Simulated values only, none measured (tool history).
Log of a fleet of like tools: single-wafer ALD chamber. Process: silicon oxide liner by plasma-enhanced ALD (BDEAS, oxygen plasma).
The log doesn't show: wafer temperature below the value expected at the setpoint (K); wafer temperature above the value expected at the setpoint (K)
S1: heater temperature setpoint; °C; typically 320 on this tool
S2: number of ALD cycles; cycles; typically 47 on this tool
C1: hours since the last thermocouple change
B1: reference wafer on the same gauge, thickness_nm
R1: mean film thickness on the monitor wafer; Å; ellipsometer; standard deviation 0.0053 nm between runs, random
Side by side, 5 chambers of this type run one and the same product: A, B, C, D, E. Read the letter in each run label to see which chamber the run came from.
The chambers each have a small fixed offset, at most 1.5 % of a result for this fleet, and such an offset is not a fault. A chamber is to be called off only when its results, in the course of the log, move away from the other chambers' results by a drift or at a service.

run	day	S1	S2	C1	B1	R1
1D	0.4	320	47	307.8	4.1103	42.342
2A	0.838	320	47	383.9	4.1124	42.007
3C	1.229	320	47	2499.3	4.1103	42.376
4E	1.758	320	47	2289.2	4.1121	42.477
5B	2.129	320	47	434.5	4.1114	42.834
6D	2.412	320	47	356.1	4.1139	42.284
7E	2.771	320	47	2313.5	4.1136	42.452
8C	3.129	307	39	2544.9	4.1131	35.914
9A	3.667	307	39	451.8	4.1143	35.527
10B	4.225	307	39	484.8	4.1145	36.128
11E	4.538	307	39	2355.9	4.1144	35.96
12C	4.912	307	39	2587.7	4.1159	35.869
13D	5.471	320	47	429.5	4.1151	42.344
14A	5.788	320	47	502.7	4.1172	42.065
15B	6.296	320	47	534.5	4.1167	42.8
16C	6.771	320	39	2632.3	4.1172	35.267
17A	7.138	320	39	535.1	4.1201	34.808
18B	7.408	320	39	561.2	4.1179	35.511
19D	7.792	320	39	485.2	4.1194	35.225
20E	8.379	320	39	2448.1	4.1188	35.263
# day 8.429: chamber C: thermocouple changed; heater temperature recalibrated
21E	8.721	320	47	2456.3	4.1198	42.473
22A	9.262	320	47	586.1	4.1195	42.091
23B	9.604	320	47	613.9	4.1212	42.965
24C	10.046	320	47	38.8	4.1214	42.363
25D	10.617	335	50	553	4.1225	44.205
26A	11.221	335	50	633.1	4.1233	43.717
27B	11.508	335	50	659.6	4.1241	44.613
28E	11.871	335	50	2531.9	4.1236	44.422
29C	12.283	335	50	92.5	4.1233	44.182
30D	12.879	320	47	607.3	4.1246	42.553
# day 13.058: chamber E: thermocouple changed; heater temperature recalibrated
31E	13.458	320	47	9.6	4.1256	42.596
32C	14.046	320	47	134.8	4.1277	42.521
33B	14.55	320	40	732.6	4.1271	36.557
34A	14.85	320	40	720.2	4.1261	35.877
35D	15.417	320	40	668.2	4.1272	36.198
36D	16.017	320	40	682.6	4.1282	36.219
37B	16.392	320	40	776.8	4.1307	36.561
38C	16.946	320	47	204.4	4.13	42.453
39A	17.433	320	47	782.2	4.1282	42.166
40E	17.988	320	47	118.3	4.1311	42.703

Predict what each chamber gives when all 5 of them run the settings below next.
41A	18.438	332	47			?
41B	18.438	332	47			?
41C	18.438	332	47			?
41D	18.438	332	47			?
41E	18.438	332	47			?

run	R1
41A	41.382
41B	42.182
41C	41.798
41D	41.816
41E	41.98
